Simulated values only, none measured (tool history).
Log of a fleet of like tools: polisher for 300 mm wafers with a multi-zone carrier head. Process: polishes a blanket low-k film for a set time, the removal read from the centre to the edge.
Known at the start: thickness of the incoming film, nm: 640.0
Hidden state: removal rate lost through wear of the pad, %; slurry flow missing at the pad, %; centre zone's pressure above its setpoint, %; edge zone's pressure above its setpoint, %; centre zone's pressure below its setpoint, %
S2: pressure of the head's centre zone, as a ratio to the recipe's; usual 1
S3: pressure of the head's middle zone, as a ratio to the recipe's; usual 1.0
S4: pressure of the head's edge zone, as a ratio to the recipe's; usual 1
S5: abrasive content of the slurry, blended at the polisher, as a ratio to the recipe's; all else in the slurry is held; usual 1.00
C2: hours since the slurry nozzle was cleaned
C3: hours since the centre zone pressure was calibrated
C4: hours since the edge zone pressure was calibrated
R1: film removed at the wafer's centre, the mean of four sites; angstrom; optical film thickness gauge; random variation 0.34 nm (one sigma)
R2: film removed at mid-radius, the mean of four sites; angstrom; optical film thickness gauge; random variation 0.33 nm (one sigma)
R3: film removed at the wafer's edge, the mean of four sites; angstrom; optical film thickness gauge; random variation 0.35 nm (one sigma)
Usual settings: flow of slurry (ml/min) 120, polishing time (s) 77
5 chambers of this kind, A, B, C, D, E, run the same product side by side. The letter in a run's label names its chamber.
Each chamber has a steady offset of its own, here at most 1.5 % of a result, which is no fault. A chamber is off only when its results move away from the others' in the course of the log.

run 1B hour=2.9 | flow_of_slurry_(ml/min)=120 S2=1 S3=1.0 S4=1 S5=1.00 polishing_time_(s)=77 | wafers_polished_on_this_pad=123 C2=545.4 C3=148.3 C4=910.5 | R1=256.75 R2=254.33 R3=263.95
run 2E hour=6.7 | flow_of_slurry_(ml/min)=120 S2=1 S3=1.0 S4=1 S5=1.00 polishing_time_(s)=77 | wafers_polished_on_this_pad=393 C2=682.5 C3=431.6 C4=128.7 | R1=253.25 R2=255.78 R3=252.49
run 3A hour=8.7 | flow_of_slurry_(ml/min)=120 S2=1 S3=1.0 S4=1 S5=1.00 polishing_time_(s)=77 | wafers_polished_on_this_pad=921 C2=37.0 C3=398.6 C4=356.6 | R1=255.78 R2=254.33 R3=257.54
run 4D hour=11.4 | flow_of_slurry_(ml/min)=120 S2=1 S3=1.0 S4=1 S5=1.00 polishing_time_(s)=77 | wafers_polished_on_this_pad=787 C2=178.6 C3=721.0 C4=207.4 | R1=258.86 R2=254.87 R3=264.07
run 5C hour=14.7 | flow_of_slurry_(ml/min)=120 S2=1 S3=1.0 S4=1 S5=1.00 polishing_time_(s)=77 | wafers_polished_on_this_pad=626 C2=149.1 C3=339.2 C4=17.0 | R1=258.37 R2=256.00 R3=254.60
run 6A hour=18.0 | flow_of_slurry_(ml/min)=120 S2=1 S3=1.0 S4=1 S5=1.00 polishing_time_(s)=77 | wafers_polished_on_this_pad=1020 C2=46.3 C3=407.9 C4=365.9 | R1=253.98 R2=253.84 R3=257.65
-- hour=18.3 chamber D: worn pad replaced by a new one
-- hour=19.6 chamber E: slurry nozzle cleaned
run 7C hour=20.0 | flow_of_slurry_(ml/min)=120 S2=1 S3=1.0 S4=1 S5=1.00 polishing_time_(s)=77 | wafers_polished_on_this_pad=683 C2=154.4 C3=344.5 C4=22.3 | R1=252.15 R2=254.56 R3=250.55
run 8D hour=22.6 | flow_of_slurry_(ml/min)=120 S2=1 S3=1.0 S4=1 S5=1.00 polishing_time_(s)=77 | wafers_polished_on_this_pad=46 C2=189.8 C3=732.2 C4=218.6 | R1=257.94 R2=256.98 R3=259.48
run 9E hour=24.7 | flow_of_slurry_(ml/min)=120 S2=1 S3=1.0 S4=1 S5=1.00 polishing_time_(s)=99 | wafers_polished_on_this_pad=587 C2=5.1 C3=449.6 C4=146.7 | R1=328.35 R2=328.60 R3=332.60
-- hour=26.3 chamber A: worn pad replaced by a new one
run 10B hour=28.5 | flow_of_slurry_(ml/min)=120 S2=1 S3=1.0 S4=1 S5=1.00 polishing_time_(s)=99 | wafers_polished_on_this_pad=398 C2=571.0 C3=173.9 C4=936.1 | R1=327.72 R2=328.03 R3=325.55
run 11C hour=31.3 | flow_of_slurry_(ml/min)=120 S2=1 S3=1.0 S4=1 S5=1.00 polishing_time_(s)=99 | wafers_polished_on_this_pad=804 C2=165.7 C3=355.8 C4=33.6 | R1=319.69 R2=334.95 R3=327.24
run 12D hour=35.6 | flow_of_slurry_(ml/min)=120 S2=1 S3=1.0 S4=1 S5=1.00 polishing_time_(s)=99 | wafers_polished_on_this_pad=186 C2=202.8 C3=745.2 C4=231.6 | R1=329.63 R2=331.10 R3=337.60
-- hour=37.3 chamber C: worn pad replaced by a new one
run 13B hour=37.6 | flow_of_slurry_(ml/min)=120 S2=1 S3=1.0 S4=1 S5=1.00 polishing_time_(s)=99 | wafers_polished_on_this_pad=495 C2=580.1 C3=183.0 C4=945.2 | R1=337.66 R2=326.51 R3=335.96
run 14E hour=41.8 | flow_of_slurry_(ml/min)=120 S2=1 S3=1.0 S4=1 S5=1.00 polishing_time_(s)=77 | wafers_polished_on_this_pad=770 C2=22.2 C3=466.7 C4=163.8 | R1=255.61 R2=257.93 R3=263.62
run 15A hour=45.6 | flow_of_slurry_(ml/min)=120 S2=1 S3=1.0 S4=1 S5=1.00 polishing_time_(s)=77 | wafers_polished_on_this_pad=208 C2=73.9 C3=435.5 C4=393.5 | R1=253.44 R2=263.50 R3=252.43
run 16D hour=48.3 | flow_of_slurry_(ml/min)=120 S2=1 S3=1.0 S4=1 S5=1.00 polishing_time_(s)=77 | wafers_polished_on_this_pad=322 C2=215.5 C3=757.9 C4=244.3 | R1=254.29 R2=250.38 R3=257.23
run 17C hour=50.9 | flow_of_slurry_(ml/min)=120 S2=1 S3=1.0 S4=1 S5=1.00 polishing_time_(s)=77 | wafers_polished_on_this_pad=147 C2=185.3 C3=375.4 C4=53.2 | R1=262.16 R2=256.36 R3=257.39
run 18E hour=54.6 | flow_of_slurry_(ml/min)=120 S2=1 S3=1.0 S4=1 S5=1.25 polishing_time_(s)=77 | wafers_polished_on_this_pad=908 C2=35.0 C3=479.5 C4=176.6 | R1=280.60 R2=280.98 R3=284.81
run 19B hour=58.4 | flow_of_slurry_(ml/min)=120 S2=1 S3=1.0 S4=1 S5=1.25 polishing_time_(s)=77 | wafers_polished_on_this_pad=719 C2=600.9 C3=203.8 C4=966.0 | R1=281.66 R2=282.36 R3=285.33
run 20A hour=60.8 | flow_of_slurry_(ml/min)=120 S2=1 S3=1.0 S4=1 S5=1.25 polishing_time_(s)=77 | wafers_polished_on_this_pad=371 C2=89.1 C3=450.7 C4=408.7 | R1=283.97 R2=279.33 R3=284.08
run 21B hour=64.2 | flow_of_slurry_(ml/min)=120 S2=1 S3=1.0 S4=1 S5=1.25 polishing_time_(s)=77 | wafers_polished_on_this_pad=781 C2=606.7 C3=209.6 C4=971.8 | R1=288.55 R2=280.22 R3=281.84
run 22A hour=68.2 | flow_of_slurry_(ml/min)=120 S2=1 S3=1.0 S4=1 S5=1.25 polishing_time_(s)=77 | wafers_polished_on_this_pad=451 C2=96.5 C3=458.1 C4=416.1 | R1=276.47 R2=289.55 R3=271.33
run 23D hour=72.4 | flow_of_slurry_(ml/min)=120 S2=1 S3=1.0 S4=1 S5=1.00 polishing_time_(s)=77 | wafers_polished_on_this_pad=581 C2=239.6 C3=782.0 C4=268.4 | R1=257.73 R2=255.49 R3=261.81
-- hour=74.3 chamber E: worn pad replaced by a new one
run 24E hour=76.8 | flow_of_slurry_(ml/min)=120 S2=1 S3=1.0 S4=1 S5=1.00 polishing_time_(s)=77 | wafers_polished_on_this_pad=27 C2=57.2 C3=501.7 C4=198.8 | R1=255.62 R2=254.13 R3=254.46
run 25C hour=80.2 | flow_of_slurry_(ml/min)=120 S2=1 S3=1.0 S4=1 S5=1.00 polishing_time_(s)=77 | wafers_polished_on_this_pad=461 C2=214.6 C3=404.7 C4=82.5 | R1=261.49 R2=257.31 R3=252.88
run 26A hour=84.0 | flow_of_slurry_(ml/min)=120 S2=1 S3=1.0 S4=1 S5=1.00 polishing_time_(s)=77 | wafers_polished_on_this_pad=620 C2=112.3 C3=473.9 C4=431.9 | R1=255.68 R2=260.33 R3=260.97
run 27C hour=88.4 | flow_of_slurry_(ml/min)=120 S2=1 S3=1.0 S4=1 S5=1.00 polishing_time_(s)=77 | wafers_polished_on_this_pad=550 C2=222.8 C3=412.9 C4=90.7 | R1=261.46 R2=263.90 R3=252.09
run 28B hour=92.9 | flow_of_slurry_(ml/min)=120 S2=1 S3=1.0 S4=1 S5=1.00 polishing_time_(s)=77 | wafers_polished_on_this_pad=1090 C2=635.4 C3=238.3 C4=1000.5 | R1=254.90 R2=252.59 R3=262.00
-- hour=95.2 chamber B: worn pad replaced by a new one
-- hour=95.3 chamber D: worn pad replaced by a new one
run 29D hour=96.1 | flow_of_slurry_(ml/min)=120 S2=1 S3=1.0 S4=1 S5=1.00 polishing_time_(s)=77 | wafers_polished_on_this_pad=9 C2=263.3 C3=805.7 C4=292.1 | R1=239.94 R2=251.11 R3=258.89
-- hour=97.7 chamber D: slurry nozzle cleaned
run 30E hour=98.6 | flow_of_slurry_(ml/min)=140 S2=1 S3=0.9 S4=1 S5=1.00 polishing_time_(s)=77 | wafers_polished_on_this_pad=261 C2=79.0 C3=523.5 C4=220.6 | R1=263.28 R2=237.71 R3=261.51
run 31D hour=102.2 | flow_of_slurry_(ml/min)=140 S2=1 S3=0.9 S4=1 S5=1.00 polishing_time_(s)=77 | wafers_polished_on_this_pad=74 C2=4.6 C3=811.8 C4=298.2 | R1=254.06 R2=240.42 R3=267.22
run 32C hour=105.9 | flow_of_slurry_(ml/min)=140 S2=1 S3=0.9 S4=1 S5=1.00 polishing_time_(s)=77 | wafers_polished_on_this_pad=738 C2=240.3 C3=430.4 C4=108.2 | R1=265.87 R2=235.49 R3=256.90
run 33A hour=108.9 | flow_of_slurry_(ml/min)=140 S2=1 S3=0.9 S4=1 S5=1.00 polishing_time_(s)=77 | wafers_polished_on_this_pad=888 C2=137.2 C3=498.8 C4=456.8 | R1=263.95 R2=240.28 R3=263.65
run 34B hour=111.7 | flow_of_slurry_(ml/min)=140 S2=1 S3=0.9 S4=1 S5=1.00 polishing_time_(s)=77 | wafers_polished_on_this_pad=177 C2=654.2 C3=257.1 C4=1019.3 | R1=265.78 R2=236.75 R3=259.97
run 35E hour=115.3 | flow_of_slurry_(ml/min)=120 S2=1 S3=1.0 S4=1 S5=1.00 polishing_time_(s)=77 | wafers_polished_on_this_pad=440 C2=95.7 C3=540.2 C4=237.3 | R1=255.65 R2=257.37 R3=254.42
run 36B hour=118.5 | flow_of_slurry_(ml/min)=120 S2=1 S3=1.0 S4=1 S5=1.00 polishing_time_(s)=77 | wafers_polished_on_this_pad=250 C2=661.0 C3=263.9 C4=1026.1 | R1=262.11 R2=252.00 R3=266.31

All 5 chambers run these settings next. Forecast each chamber's results:
run 37A hour=121.7 | flow_of_slurry_(ml/min)=90 S2=1 S3=1.0 S4=1 S5=1.00 polishing_time_(s)=77 | R1=? R2=? R3=?
run 37B hour=121.7 | flow_of_slurry_(ml/min)=90 S2=1 S3=1.0 S4=1 S5=1.00 polishing_time_(s)=77 | R1=? R2=? R3=?
run 37C hour=121.7 | flow_of_slurry_(ml/min)=90 S2=1 S3=1.0 S4=1 S5=1.00 polishing_time_(s)=77 | R1=? R2=? R3=?
run 37D hour=121.7 | flow_of_slurry_(ml/min)=90 S2=1 S3=1.0 S4=1 S5=1.00 polishing_time_(s)=77 | R1=? R2=? R3=?
run 37E hour=121.7 | flow_of_slurry_(ml/min)=90 S2=1 S3=1.0 S4=1 S5=1.00 polishing_time_(s)=77 | R1=? R2=? R3=?

run=37A R1=232.83 R2=239.10 R3=246.47
run=37B R1=240.77 R2=236.19 R3=248.98
run=37C R1=230.95 R2=236.09 R3=243.43
run=37D R1=219.41 R2=231.28 R3=245.76
run=37E R1=236.01 R2=234.72 R3=238.15
